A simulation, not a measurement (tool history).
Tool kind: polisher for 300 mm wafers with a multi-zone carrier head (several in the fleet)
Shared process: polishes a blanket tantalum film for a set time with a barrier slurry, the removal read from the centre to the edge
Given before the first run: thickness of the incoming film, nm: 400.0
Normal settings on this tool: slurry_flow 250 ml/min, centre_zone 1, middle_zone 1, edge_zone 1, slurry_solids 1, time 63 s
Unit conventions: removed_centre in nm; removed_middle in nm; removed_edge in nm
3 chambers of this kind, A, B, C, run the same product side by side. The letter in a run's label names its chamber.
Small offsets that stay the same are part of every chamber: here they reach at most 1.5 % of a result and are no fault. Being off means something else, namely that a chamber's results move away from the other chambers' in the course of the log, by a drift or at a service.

run   hour  slurry_flow  centre_zone  middle_zone  edge_zone  slurry_solids  time  wafers polished on this pad  hours since the slurry nozzle was cleaned  hours since the centre zone pressure was calibrated  hours since the edge zone pressure was calibrated  removed_centre  removed_middle  removed_edge
 1C    4.4          250            1            1          1              1    63                         1102                                      217.7                                                204.5                                              309.7          127.46           125.5        124.55
       5.1  -- chamber C: slurry nozzle cleaned
 2A    7.8          250            1            1          1              1    63                          565                                      147.4                                                 54.4                                               62.2          124.89          122.08        122.45
 3B   13.8          250            1            1          1              1    63                          782                                      250.7                                                305.2                                              419.9          124.34          124.49        122.99
 4C   16.8          250            1            1          1              1    63                         1219                                       11.7                                                216.9                                              322.1          122.79          123.51        123.65
      19.5  -- chamber B: worn pad replaced by a new one
 5A   21.5          250            1            1          1              1    63                          694                                      161.1                                                 68.1                                               75.9          122.78          127.27        123.88
 6B   25.7          250            1            1          1              1    63                           58                                      262.6                                                317.1                                              431.8          123.39          121.12        122.74
      27.4  -- chamber C: worn pad replaced by a new one
 7B   29.9          250            1            1          1              1    63                           98                                      266.8                                                321.3                                                436          123.49          122.84         122.9
 8A   35.6          250          1.1            1          1              1    63                          827                                      175.2                                                 82.2                                                 90          136.27          122.53        122.29
 9C   39.5          250          1.1            1          1              1    63                          114                                       34.4                                                239.6                                              344.8           140.1          121.73        124.42
10A   42.2          250          1.1            1          1              1    63                          890                                      181.8                                                 88.8                                               96.6          136.19          124.79        123.16
11B   45.5          250            1            1          1              1    63                          245                                      282.4                                                336.9                                              451.6          122.46          124.38        122.91
12C   50.2          250            1            1          1              1    63                          215                                       45.1                                                250.3                                              355.5           125.8          122.08        124.87
13C   54.1          250            1            1          1              1    63                          252                                         49                                                254.2                                              359.4          125.41          118.52        126.48
14B     58          250            1            1          1              1    63                          363                                      294.9                                                349.4                                              464.1             125          119.31        123.47
15A   63.8          250            1            1          1              1    63                         1094                                      203.4                                                110.4                                              118.2          125.01          127.04        124.65
16A     67          320            1            1       0.95              1    63                         1124                                      206.6                                                113.6                                              121.4          125.44          128.67        123.15
17C   69.7          320            1            1       0.95              1    63                          399                                       64.6                                                269.8                                                375          127.58          125.31        123.96
18B   74.2          320            1            1       0.95              1    63                          516                                      311.1                                                365.6                                              480.3          125.66          125.77        122.41
19A   78.2          250            1            1          1              1    63                         1230                                      217.8                                                124.8                                              132.6          124.06          123.15        123.31
      80.1  -- chamber B: edge zone pressure recalibrated
20C   81.8          250            1         1.04       1.08              1    63                          514                                       76.7                                                281.9                                              387.1           126.1          127.53        129.22
      84.6  -- chamber A: worn pad replaced by a new one
21B   85.7          250            1         1.04       1.08              1    63                          625                                      322.6                                                377.1                                                5.7          125.02          129.42         128.9
22B   90.2          250            1         1.04       1.08              1    63                          667                                      327.1                                                381.6                                               10.2          124.59          122.82        128.34
      94.1  -- chamber B: worn pad replaced by a new one
23C   95.3          250            1            1          1              1    63                          641                                       90.2                                                295.4                                              400.6          123.99          122.66         124.4
24A   99.9          250            1            1          1              1    63                          145                                      239.5                                                146.5                                              154.3          123.67          122.85        123.46
25B  103.8          250            1            1          1              1    63                           91                                      340.7                                                395.2                                               23.8          122.59           125.6        124.39
26A  108.2          280            1            1       1.07              1    63                          223                                      247.8                                                154.8                                              162.6          124.48          127.22        128.01
27C  112.2          280            1            1       1.07              1    63                          801                                      107.1                                                312.3                                              417.5          126.24          125.78        131.33
28B  115.5          280            1            1       1.07              1    63                          202                                      352.4                                                406.9                                               35.5          125.29          124.82        129.13
29C  120.6          250            1            1          1              1    63                          880                                      115.5                                                320.7                                              425.9           123.5          119.62        125.35

Has any chamber moved away from the others, gradually or after a service, or does the common gauge drift, or do the chambers differ only by their own small steady offsets? State the chamber and the most likely cause if one applies.

Beyond each chamber's small constant offset nothing stands out, and the gauge stays steady.
